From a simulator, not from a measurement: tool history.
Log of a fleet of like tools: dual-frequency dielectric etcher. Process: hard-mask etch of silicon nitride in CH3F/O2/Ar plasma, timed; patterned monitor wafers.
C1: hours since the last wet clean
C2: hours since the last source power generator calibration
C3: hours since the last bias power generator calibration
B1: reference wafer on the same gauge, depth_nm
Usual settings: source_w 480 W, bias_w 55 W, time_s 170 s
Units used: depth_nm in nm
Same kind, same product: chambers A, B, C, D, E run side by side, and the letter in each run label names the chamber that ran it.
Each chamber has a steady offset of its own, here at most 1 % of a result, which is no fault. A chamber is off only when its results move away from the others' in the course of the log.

-- hour=0.3 chamber C: wet clean of the chamber
run 1B hour=14.4 | source_w=480 bias_w=55 time_s=170 | C1=54.2 C2=1339.3 C3=2453.3 | B1=116.04 | depth_nm=116.91
run 2E hour=29.3 | source_w=480 bias_w=55 time_s=170 | C1=195.9 C2=79.7 C3=1247 | B1=116.03 | depth_nm=117.79
-- hour=32.7 chamber D: wet clean of the chamber
run 3A hour=43.2 | source_w=480 bias_w=55 time_s=170 | C1=326.8 C2=1622.3 C3=456.7 | B1=115.97 | depth_nm=116.08
run 4D hour=56.7 | source_w=480 bias_w=55 time_s=170 | C1=24.1 C2=2960.1 C3=1242.6 | B1=115.9 | depth_nm=117.08
run 5C hour=68.6 | source_w=480 bias_w=55 time_s=170 | C1=68.4 C2=5057.3 C3=2883.2 | B1=115.99 | depth_nm=118.13
run 6D hour=78 | source_w=480 bias_w=44 time_s=170 | C1=45.4 C2=2981.4 C3=1263.9 | B1=116.02 | depth_nm=109.46
run 7E hour=93.5 | source_w=480 bias_w=44 time_s=170 | C1=260.1 C2=143.9 C3=1311.2 | B1=115.98 | depth_nm=109.67
run 8C hour=108.7 | source_w=480 bias_w=44 time_s=170 | C1=108.5 C2=5097.4 C3=2923.3 | B1=116.04 | depth_nm=110.05
run 9A hour=122 | source_w=480 bias_w=44 time_s=170 | C1=405.6 C2=1701.1 C3=535.5 | B1=116.02 | depth_nm=108.4
run 10B hour=131.4 | source_w=480 bias_w=44 time_s=170 | C1=171.2 C2=1456.3 C3=2570.3 | B1=116.07 | depth_nm=109.23
run 11B hour=139.4 | source_w=480 bias_w=55 time_s=170 | C1=179.2 C2=1464.3 C3=2578.3 | B1=116.01 | depth_nm=116.82
run 12E hour=149.8 | source_w=480 bias_w=51 time_s=170 | C1=316.4 C2=200.2 C3=1367.5 | B1=116.03 | depth_nm=114.87
run 13D hour=162.4 | source_w=480 bias_w=51 time_s=170 | C1=129.8 C2=3065.8 C3=1348.3 | B1=116.1 | depth_nm=114.63
run 14A hour=175.9 | source_w=480 bias_w=51 time_s=170 | C1=459.5 C2=1755 C3=589.4 | B1=116.01 | depth_nm=114.09
run 15C hour=190.6 | source_w=480 bias_w=51 time_s=170 | C1=190.4 C2=5179.3 C3=3005.2 | B1=116 | depth_nm=115.12
run 16B hour=203.2 | source_w=480 bias_w=51 time_s=170 | C1=243 C2=1528.1 C3=2642.1 | B1=115.97 | depth_nm=114.41
-- hour=206.8 chamber A: wet clean of the chamber
run 17A hour=211 | source_w=480 bias_w=55 time_s=170 | C1=4.3 C2=1790.1 C3=624.5 | B1=116.01 | depth_nm=120.74
run 18C hour=221.2 | source_w=580 bias_w=55 time_s=170 | C1=221 C2=5209.9 C3=3035.8 | B1=115.99 | depth_nm=126.95
run 19E hour=235.5 | source_w=580 bias_w=55 time_s=170 | C1=402.1 C2=285.9 C3=1453.2 | B1=116.01 | depth_nm=126.89
run 20D hour=243.5 | source_w=580 bias_w=55 time_s=170 | C1=210.9 C2=3146.9 C3=1429.4 | B1=116.01 | depth_nm=125.69
run 21A hour=253.6 | source_w=580 bias_w=55 time_s=170 | C1=46.9 C2=1832.7 C3=667.1 | B1=115.99 | depth_nm=129.65
run 22B hour=267.2 | source_w=580 bias_w=55 time_s=170 | C1=307 C2=1592.1 C3=2706.1 | B1=115.92 | depth_nm=126.09
-- hour=268.7 chamber E: wet clean of the chamber
-- hour=273 chamber C: source power generator calibrated
run 23D hour=278.9 | source_w=480 bias_w=55 time_s=170 | C1=246.3 C2=3182.3 C3=1464.8 | B1=116.02 | depth_nm=117.34
run 24C hour=287.1 | source_w=480 bias_w=55 time_s=170 | C1=286.9 C2=14.1 C3=3101.7 | B1=115.95 | depth_nm=118.37
-- hour=293.7 chamber C: bias power generator calibrated
run 25E hour=295.6 | source_w=480 bias_w=55 time_s=170 | C1=26.9 C2=346 C3=1513.3 | B1=116.06 | depth_nm=117.37
run 26B hour=307 | source_w=480 bias_w=55 time_s=170 | C1=346.8 C2=1631.9 C3=2745.9 | B1=116.02 | depth_nm=117.19
run 27E hour=316.5 | source_w=440 bias_w=55 time_s=193.5 | C1=47.8 C2=366.9 C3=1534.2 | B1=115.98 | depth_nm=129.18
-- hour=322.8 chamber B: source power generator calibrated
run 28C hour=326 | source_w=440 bias_w=55 time_s=193.5 | C1=325.8 C2=53 C3=32.3 | B1=115.98 | depth_nm=129.77
run 29A hour=341.3 | source_w=440 bias_w=55 time_s=193.5 | C1=134.6 C2=1920.4 C3=754.8 | B1=115.93 | depth_nm=131.95
run 30D hour=353.3 | source_w=440 bias_w=55 time_s=193.5 | C1=320.7 C2=3256.7 C3=1539.2 | B1=116.02 | depth_nm=128.53
run 31E hour=365.3 | source_w=440 bias_w=55 time_s=193.5 | C1=96.6 C2=415.7 C3=1583 | B1=116.05 | depth_nm=129.69
run 32B hour=380.6 | source_w=480 bias_w=55 time_s=170 | C1=420.4 C2=57.8 C3=2819.5 | B1=115.98 | depth_nm=117.06
run 33C hour=391.3 | source_w=480 bias_w=55 time_s=170 | C1=391.1 C2=118.3 C3=97.6 | B1=115.99 | depth_nm=118.29
run 34D hour=406.8 | source_w=480 bias_w=55 time_s=170 | C1=374.2 C2=3310.2 C3=1592.7 | B1=116.05 | depth_nm=116.65
run 35A hour=420.8 | source_w=480 bias_w=55 time_s=170 | C1=214.1 C2=1999.9 C3=834.3 | B1=116.03 | depth_nm=119.89
run 36B hour=427.5 | source_w=480 bias_w=55 time_s=170 | C1=467.3 C2=104.7 C3=2866.4 | B1=116.07 | depth_nm=117
run 37D hour=435.7 | source_w=440 bias_w=55 time_s=170 | C1=403.1 C2=3339.1 C3=1621.6 | B1=115.99 | depth_nm=113.66
run 38E hour=445.1 | source_w=440 bias_w=55 time_s=170 | C1=176.4 C2=495.5 C3=1662.8 | B1=115.99 | depth_nm=113.68
run 39A hour=453.6 | source_w=440 bias_w=55 time_s=170 | C1=246.9 C2=2032.7 C3=867.1 | B1=116 | depth_nm=116.33
run 40C hour=464.5 | source_w=440 bias_w=55 time_s=170 | C1=464.3 C2=191.5 C3=170.8 | B1=116.04 | depth_nm=113.94
run 41A hour=480.1 | source_w=440 bias_w=55 time_s=170 | C1=273.4 C2=2059.2 C3=893.6 | B1=116.12 | depth_nm=116.71
run 42E hour=494.7 | source_w=480 bias_w=55 time_s=170 | C1=226 C2=545.1 C3=1712.4 | B1=115.96 | depth_nm=117.2

Each of the 5 chambers runs these same settings next. Fill in every chamber's results:
run 43A hour=505.9 | source_w=480 bias_w=55 time_s=193 | depth_nm=?
run 43B hour=505.9 | source_w=480 bias_w=55 time_s=193 | depth_nm=?
run 43C hour=505.9 | source_w=480 bias_w=55 time_s=193 | depth_nm=?
run 43D hour=505.9 | source_w=480 bias_w=55 time_s=193 | depth_nm=?
run 43E hour=505.9 | source_w=480 bias_w=55 time_s=193 | depth_nm=?

run=43A depth_nm=135.96
run=43B depth_nm=132.56
run=43C depth_nm=134.03
run=43D depth_nm=133.27
run=43E depth_nm=133.87
